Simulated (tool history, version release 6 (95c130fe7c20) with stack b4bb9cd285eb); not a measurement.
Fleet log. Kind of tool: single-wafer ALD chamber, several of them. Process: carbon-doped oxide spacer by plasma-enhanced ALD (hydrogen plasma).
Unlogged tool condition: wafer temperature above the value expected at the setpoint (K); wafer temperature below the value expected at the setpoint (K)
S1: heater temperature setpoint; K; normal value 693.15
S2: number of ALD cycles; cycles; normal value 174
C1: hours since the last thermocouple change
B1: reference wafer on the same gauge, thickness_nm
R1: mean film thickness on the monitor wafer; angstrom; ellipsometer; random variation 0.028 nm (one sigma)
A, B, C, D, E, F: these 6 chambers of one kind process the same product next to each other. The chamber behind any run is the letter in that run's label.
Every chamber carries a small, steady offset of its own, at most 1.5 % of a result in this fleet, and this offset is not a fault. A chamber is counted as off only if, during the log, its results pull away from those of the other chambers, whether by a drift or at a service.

run 1D hour=6.2 | S1=693.15 S2=174 | C1=66.3 | B1=8.018 | R1=81.797
run 2E hour=14.8 | S1=693.15 S2=174 | C1=2445.7 | B1=8.0144 | R1=81.463
run 3C hour=20.2 | S1=693.15 S2=174 | C1=436.2 | B1=8.022 | R1=82.267
run 4B hour=25 | S1=693.15 S2=174 | C1=1109.2 | B1=8.0259 | R1=80.768
run 5A hour=29.5 | S1=693.15 S2=174 | C1=1452.1 | B1=8.0246 | R1=82.504
run 6F hour=36.6 | S1=693.15 S2=174 | C1=783.9 | B1=8.0292 | R1=81.426
run 7D hour=40.9 | S1=693.15 S2=174 | C1=101 | B1=8.0237 | R1=81.472
run 8C hour=45.9 | S1=684.15 S2=205 | C1=461.9 | B1=8.0204 | R1=100.65
run 9B hour=53.8 | S1=684.15 S2=205 | C1=1138 | B1=8.0194 | R1=99.044
run 10A hour=58.3 | S1=684.15 S2=205 | C1=1480.9 | B1=8.0192 | R1=100.17
run 11F hour=66.1 | S1=684.15 S2=205 | C1=813.4 | B1=8.0222 | R1=98.778
run 12E hour=72.7 | S1=684.15 S2=205 | C1=2503.6 | B1=8.0247 | R1=99.209
run 13F hour=78 | S1=684.15 S2=205 | C1=825.3 | B1=8.0233 | R1=99.449
run 14A hour=84.1 | S1=693.15 S2=174 | C1=1506.7 | B1=8.0151 | R1=82.091
run 15E hour=91.8 | S1=693.15 S2=174 | C1=2522.7 | B1=8.0187 | R1=81.998
run 16D hour=96.9 | S1=693.15 S2=174 | C1=157 | B1=8.0188 | R1=81.408
run 17B hour=101.1 | S1=693.15 S2=174 | C1=1185.3 | B1=8.0116 | R1=81.222
run 18C hour=109.7 | S1=693.15 S2=174 | C1=525.7 | B1=8.0177 | R1=82.753
run 19C hour=118.8 | S1=693.15 S2=174 | C1=534.8 | B1=8.0155 | R1=82.19
run 20A hour=123.1 | S1=693.15 S2=174 | C1=1545.7 | B1=8.0157 | R1=82.325
run 21B hour=131.8 | S1=693.15 S2=174 | C1=1216 | B1=8.0245 | R1=81.066
run 22E hour=140.2 | S1=693.15 S2=174 | C1=2571.1 | B1=8.0244 | R1=81.253
run 23D hour=149 | S1=693.15 S2=174 | C1=209.1 | B1=8.0236 | R1=81.835
run 24F hour=153.7 | S1=693.15 S2=174 | C1=901 | B1=8.0248 | R1=81.7
run 25C hour=158.1 | S1=693.15 S2=174 | C1=574.1 | B1=8.0232 | R1=83.016
run 26A hour=164.2 | S1=693.15 S2=174 | C1=1586.8 | B1=8.0289 | R1=81.964
run 27F hour=172.5 | S1=693.15 S2=174 | C1=919.8 | B1=8.0201 | R1=81.332
run 28B hour=179.3 | S1=693.15 S2=174 | C1=1263.5 | B1=8.0277 | R1=81.406
-- hour=180.7 chamber E: thermocouple changed; heater temperature recalibrated
run 29E hour=184.3 | S1=693.15 S2=174 | C1=3.7 | B1=8.0143 | R1=81.263
run 30D hour=192.1 | S1=693.15 S2=174 | C1=252.2 | B1=8.013 | R1=81.191
run 31F hour=197.3 | S1=693.15 S2=174 | C1=944.6 | B1=8.0198 | R1=81.729
run 32A hour=203.6 | S1=693.15 S2=174 | C1=1626.2 | B1=8.0202 | R1=82.673
run 33D hour=212.9 | S1=693.15 S2=174 | C1=273 | B1=8.0225 | R1=81.684
run 34B hour=221 | S1=693.15 S2=174 | C1=1305.2 | B1=8.0191 | R1=81.62
run 35E hour=225.8 | S1=693.15 S2=174 | C1=45.2 | B1=8.0203 | R1=82.099
run 36C hour=234.5 | S1=693.15 S2=174 | C1=650.5 | B1=8.0179 | R1=81.96
run 37D hour=242.5 | S1=693.15 S2=174 | C1=302.6 | B1=8.0216 | R1=81.728
run 38C hour=248.7 | S1=693.15 S2=174 | C1=664.7 | B1=8.0169 | R1=82.628
run 39B hour=255.5 | S1=693.15 S2=174 | C1=1339.7 | B1=8.0161 | R1=80.902
run 40E hour=259.8 | S1=693.15 S2=174 | C1=79.2 | B1=8.015 | R1=81.587
run 41F hour=268.7 | S1=689.15 S2=193 | C1=1016 | B1=8.0258 | R1=92.099

Predict what each chamber gives when all 6 of them run the settings below next.
run 42A hour=275.4 | S1=707.15 S2=174 | R1=?
run 42B hour=275.4 | S1=707.15 S2=174 | R1=?
run 42C hour=275.4 | S1=707.15 S2=174 | R1=?
run 42D hour=275.4 | S1=707.15 S2=174 | R1=?
run 42E hour=275.4 | S1=707.15 S2=174 | R1=?
run 42F hour=275.4 | S1=707.15 S2=174 | R1=?

run=42A R1=78.911
run=42B R1=78.229
run=42C R1=78.415
run=42D R1=77.553
run=42E R1=78.558
run=42F R1=78.051

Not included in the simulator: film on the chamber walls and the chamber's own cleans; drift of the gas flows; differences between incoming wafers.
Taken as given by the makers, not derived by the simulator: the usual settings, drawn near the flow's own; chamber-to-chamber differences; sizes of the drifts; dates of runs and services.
